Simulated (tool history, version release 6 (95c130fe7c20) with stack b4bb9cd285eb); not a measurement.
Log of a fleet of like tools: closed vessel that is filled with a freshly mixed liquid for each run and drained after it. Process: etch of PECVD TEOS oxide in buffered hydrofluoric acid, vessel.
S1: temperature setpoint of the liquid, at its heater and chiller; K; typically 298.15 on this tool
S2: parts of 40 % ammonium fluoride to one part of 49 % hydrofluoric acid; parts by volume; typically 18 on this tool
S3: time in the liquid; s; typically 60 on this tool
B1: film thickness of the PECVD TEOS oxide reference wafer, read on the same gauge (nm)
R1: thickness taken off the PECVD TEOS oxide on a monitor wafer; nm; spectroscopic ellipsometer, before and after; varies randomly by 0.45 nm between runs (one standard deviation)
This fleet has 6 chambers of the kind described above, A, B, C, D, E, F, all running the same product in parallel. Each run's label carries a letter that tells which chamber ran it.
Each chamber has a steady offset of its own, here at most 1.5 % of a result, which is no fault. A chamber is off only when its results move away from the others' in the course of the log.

| run | hour | S1 | S2 | S3 | B1 | R1 |
|---|---|---|---|---|---|---|
|  | 4 | chamber F: thermometer replaced |
| 1F | 9 | 298.15 | 18 | 60 | 60.002 | 54.648 |
| 2D | 22.3 | 298.15 | 18 | 60 | 60.022 | 53.958 |
| 3B | 35.3 | 298.15 | 18 | 60 | 60.013 | 53.925 |
| 4C | 46.5 | 298.15 | 18 | 60 | 60.035 | 53.951 |
| 5E | 53.5 | 298.15 | 18 | 60 | 60.015 | 54.518 |
| 6A | 65.9 | 298.15 | 18 | 60 | 60.025 | 53.33 |
| 7D | 78 | 298.15 | 18 | 60 | 60.004 | 53.267 |
| 8E | 85.2 | 298.15 | 18 | 60 | 60.007 | 53.333 |
| 9C | 94.9 | 298.15 | 18 | 60 | 60.011 | 53.92 |
| 10B | 105.5 | 298.15 | 18 | 60 | 59.947 | 55.181 |
| 11F | 112.6 | 294.65 | 18 | 75 | 59.989 | 55.745 |
|  | 113.4 | chamber D: thermometer replaced |
| 12A | 123.6 | 294.65 | 18 | 75 | 59.977 | 55.046 |
| 13E | 129.7 | 294.65 | 18 | 75 | 59.998 | 54.23 |
| 14A | 139.1 | 294.65 | 18 | 75 | 59.995 | 55.207 |
| 15B | 148.3 | 294.65 | 18 | 75 | 60.03 | 54.907 |
| 16C | 155.4 | 294.65 | 18 | 75 | 59.952 | 56.039 |
|  | 155.9 | chamber C: thermometer replaced |
| 17D | 165.2 | 298.15 | 18 | 60 | 59.991 | 53.616 |
| 18F | 177.6 | 298.15 | 18 | 60 | 59.976 | 54.835 |
| 19F | 187.9 | 298.15 | 18 | 60 | 59.975 | 54.756 |
| 20D | 201.2 | 298.15 | 18 | 60 | 59.974 | 53.02 |
|  | 204 | chamber F: hydrofluoric acid flow meter replaced |
| 21B | 207.9 | 298.15 | 18 | 60 | 59.997 | 53.728 |
| 22C | 217.3 | 298.15 | 18 | 60 | 60.016 | 52.966 |
| 23E | 226.8 | 298.15 | 18 | 60 | 59.981 | 51.754 |
| 24A | 238.4 | 298.15 | 18 | 60 | 59.989 | 53.413 |
| 25C | 251.2 | 298.15 | 18 | 75 | 60.003 | 66.908 |
| 26A | 262.2 | 298.15 | 18 | 75 | 59.985 | 66.424 |
| 27F | 270.1 | 298.15 | 18 | 75 | 59.987 | 68.226 |
| 28E | 282.4 | 298.15 | 18 | 75 | 60.024 | 64.586 |
| 29D | 290 | 298.15 | 18 | 75 | 60.02 | 67.559 |
| 30B | 303.9 | 298.15 | 18 | 75 | 60.034 | 68.507 |
| 31A | 313.9 | 298.15 | 18 | 60 | 59.97 | 53.36 |
| 32D | 327.5 | 298.15 | 21.5 | 40 | 60.006 | 30.996 |
| 33C | 337.3 | 298.15 | 21.5 | 40 | 59.991 | 30.204 |
| 34E | 344.5 | 298.15 | 21.5 | 40 | 59.985 | 29.665 |
| 35F | 353.4 | 298.15 | 21.5 | 40 | 60.012 | 31.315 |
| 36B | 364.9 | 298.15 | 21.5 | 40 | 60.012 | 30.864 |
|  | 375.8 | chamber D: hydrofluoric acid flow meter replaced |
| 37B | 378.4 | 298.15 | 21.5 | 40 | 60.005 | 31.415 |
| 38D | 386.2 | 298.15 | 18 | 60 | 59.988 | 54.048 |
| 39E | 399.4 | 298.15 | 15.5 | 60 | 60.002 | 57.932 |
| 40C | 409 | 298.15 | 15.5 | 60 | 59.944 | 61.893 |
| 41F | 422.3 | 298.15 | 15.5 | 60 | 59.989 | 63.068 |
| 42A | 429.8 | 298.15 | 15.5 | 60 | 60.019 | 61.187 |
| 43A | 441.9 | 298.15 | 15.5 | 60 | 60.047 | 62.503 |

Each of the 6 chambers runs these same settings next. Fill in every chamber's results:
| 44A | 451.9 | 298.15 | 18 | 60 |  | ? |
| 44B | 451.9 | 298.15 | 18 | 60 |  | ? |
| 44C | 451.9 | 298.15 | 18 | 60 |  | ? |
| 44D | 451.9 | 298.15 | 18 | 60 |  | ? |
| 44E | 451.9 | 298.15 | 18 | 60 |  | ? |
| 44F | 451.9 | 298.15 | 18 | 60 |  | ? |

| run | R1 |
|---|---|
| 44A | 53.64 |
| 44B | 53.168 |
| 44C | 53.38 |
| 44D | 53.281 |
| 44E | 50.584 |
| 44F | 55.118 |
